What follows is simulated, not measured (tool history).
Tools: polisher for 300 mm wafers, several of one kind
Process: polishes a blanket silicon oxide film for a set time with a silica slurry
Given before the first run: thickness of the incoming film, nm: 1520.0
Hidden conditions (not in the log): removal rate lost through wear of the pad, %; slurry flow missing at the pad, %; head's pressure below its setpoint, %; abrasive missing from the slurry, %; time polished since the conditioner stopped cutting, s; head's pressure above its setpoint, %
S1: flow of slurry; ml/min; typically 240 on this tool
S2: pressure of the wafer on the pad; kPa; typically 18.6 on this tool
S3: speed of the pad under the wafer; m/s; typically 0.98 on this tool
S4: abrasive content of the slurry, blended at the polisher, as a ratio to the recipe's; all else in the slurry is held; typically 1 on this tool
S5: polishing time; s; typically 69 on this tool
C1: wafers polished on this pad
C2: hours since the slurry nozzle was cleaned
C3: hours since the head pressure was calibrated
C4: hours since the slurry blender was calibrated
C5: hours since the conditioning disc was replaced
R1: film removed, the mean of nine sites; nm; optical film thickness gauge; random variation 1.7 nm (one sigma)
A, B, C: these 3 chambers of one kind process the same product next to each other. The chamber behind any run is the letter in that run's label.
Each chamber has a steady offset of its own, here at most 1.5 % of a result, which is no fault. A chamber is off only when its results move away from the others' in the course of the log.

| run | day | S1 | S2 | S3 | S4 | S5 | C1 | C2 | C3 | C4 | C5 | R1 |
|---|---|---|---|---|---|---|---|---|---|---|---|---|
| 1C | 0.129 | 240 | 18.6 | 0.98 | 1 | 69 | 799 | 283.8 | 113.8 | 291 | 31.9 | 117.37 |
| 2A | 0.358 | 240 | 18.6 | 0.98 | 1 | 69 | 477 | 59.1 | 256.7 | 41.6 | 333.2 | 114.86 |
| 3B | 0.554 | 240 | 18.6 | 0.98 | 1 | 69 | 318 | 18.8 | 218.4 | 356.8 | 242.3 | 116.43 |
| 4A | 0.683 | 240 | 18.6 | 0.98 | 1 | 69 | 560 | 66.9 | 264.5 | 49.4 | 341 | 113.77 |
|  | 0.721 | chamber B: slurry blender recalibrated |
| 5C | 0.796 | 240 | 18.6 | 0.98 | 1 | 69 | 969 | 299.8 | 129.8 | 307 | 47.9 | 118.7 |
| 6B | 0.996 | 240 | 18.6 | 0.98 | 1 | 69 | 430 | 29.4 | 229 | 6.6 | 252.9 | 113.75 |
| 7B | 1.175 | 240 | 18.6 | 0.98 | 1 | 69 | 476 | 33.7 | 233.3 | 10.9 | 257.2 | 114.69 |
| 8C | 1.388 | 240 | 18.6 | 0.98 | 1 | 69 | 1120 | 314 | 144 | 321.2 | 62.1 | 115.64 |
| 9A | 1.5 | 240 | 18.6 | 0.98 | 1 | 69 | 768 | 86.5 | 284.1 | 69 | 360.6 | 113.12 |
|  | 1.521 | chamber C: worn pad replaced by a new one |
| 10B | 1.642 | 240 | 21.4 | 1.18 | 1 | 69 | 595 | 44.9 | 244.5 | 22.1 | 268.4 | 157.11 |
| 11C | 1.742 | 240 | 21.4 | 1.18 | 1 | 69 | 57 | 322.5 | 152.5 | 329.7 | 70.6 | 150.52 |
| 12A | 1.879 | 240 | 21.4 | 1.18 | 1 | 69 | 865 | 95.6 | 293.2 | 78.1 | 369.7 | 152.8 |
| 13B | 2.096 | 240 | 13.8 | 0.98 | 1 | 69 | 711 | 55.8 | 255.4 | 33 | 279.3 | 87.421 |
| 14C | 2.262 | 240 | 13.8 | 0.98 | 1 | 69 | 190 | 335 | 165 | 342.2 | 83.1 | 83.801 |
| 15A | 2.483 | 240 | 13.8 | 0.98 | 1 | 69 | 1019 | 110.1 | 307.7 | 92.6 | 384.2 | 83.204 |
| 16C | 2.583 | 240 | 18.6 | 0.98 | 1 | 69 | 272 | 342.7 | 172.7 | 349.9 | 90.8 | 111.19 |
| 17A | 2.808 | 240 | 18.6 | 0.98 | 1 | 69 | 1102 | 117.9 | 315.5 | 100.4 | 392 | 114.22 |
|  | 2.871 | chamber B: worn pad replaced by a new one |
| 18B | 2.938 | 240 | 18.6 | 0.98 | 1 | 69 | 17 | 76 | 275.6 | 53.2 | 299.5 | 115.31 |
|  | 2.95 | chamber C: slurry nozzle cleaned |
|  | 3.1 | chamber A: worn pad replaced by a new one |
| 19C | 3.142 | 240 | 18.6 | 0.98 | 1 | 69 | 414 | 4.6 | 186.1 | 363.3 | 104.2 | 105.78 |
|  | 3.192 | chamber A: slurry blender recalibrated |
| 20B | 3.371 | 240 | 18.6 | 0.98 | 1 | 69 | 127 | 86.4 | 286 | 63.6 | 309.9 | 116.59 |
| 21A | 3.483 | 240 | 18.6 | 0.98 | 1 | 69 | 98 | 134.1 | 331.7 | 7.1 | 408.2 | 116.96 |
| 22C | 3.692 | 240 | 18.6 | 0.98 | 1 | 69 | 555 | 17.8 | 199.3 | 376.5 | 117.4 | 103.59 |
| 23A | 3.85 | 240 | 18.6 | 0.98 | 1 | 69 | 191 | 142.9 | 340.5 | 15.9 | 417 | 112.47 |
| 24B | 4.021 | 240 | 18.6 | 1.22 | 1 | 61 | 293 | 102 | 301.6 | 79.2 | 325.5 | 118.78 |
| 25B | 4.25 | 240 | 18.6 | 1.22 | 1 | 61 | 352 | 107.5 | 307.1 | 84.7 | 331 | 120.58 |
| 26A | 4.371 | 240 | 18.6 | 1.22 | 1 | 61 | 324 | 155.4 | 353 | 28.4 | 429.5 | 118.19 |
|  | 4.438 | chamber C: conditioning disc replaced and pad reconditioned |
| 27C | 4.533 | 240 | 18.6 | 0.98 | 1 | 69 | 769 | 38 | 219.5 | 396.7 | 2.3 | 96.481 |
| 28A | 4.704 | 240 | 18.6 | 0.98 | 0.85 | 88 | 409 | 163.4 | 361 | 36.4 | 437.5 | 135.01 |
| 29B | 4.867 | 240 | 18.6 | 0.98 | 0.85 | 88 | 509 | 122.3 | 321.9 | 99.5 | 345.8 | 135.79 |

One chamber off, gauge drift, or nothing amiss beyond the chambers' own small offsets? If it is a chamber, which one, and what is the likeliest cause?

Chamber C drifts away from the others.
Most likely cause: abrasive missing from the slurry, % = 33.8.

Here are 4 candidates for chamber C's next run, each the usual settings with a change, their results left as question marks. Which one brings its results back in line with what the others give on the usual settings?
Counts as in line when no further than this from what the other chambers average on the usual settings: R1 6 nm
| 30C-1 | 5.029 | 240 | 17.2 | 0.92 | 0.95 | 65 |  |  |  |  |  | ? |
| 30C-2 | 5.029 | 240 | 19.3 | 0.98 | 1.05 | 73 |  |  |  |  |  | ? |
| 30C-3 | 5.029 | 245 | 18.6 | 1.06 | 1.05 | 76 |  |  |  |  |  | ? |
| 30C-4 | 5.029 | 240 | 17.9 | 0.94 | 1 | 66 |  |  |  |  |  | ? |

What the other chambers average on the usual settings: R1 115.1 nm
| run | R1 |
|---|---|
| 30C-1 | 74.722 |
| 30C-2 | 104.61 |
| 30C-3 | 112.21 |
| 30C-4 | 82.663 |
30C-3 puts the chamber back in line with the other chambers.
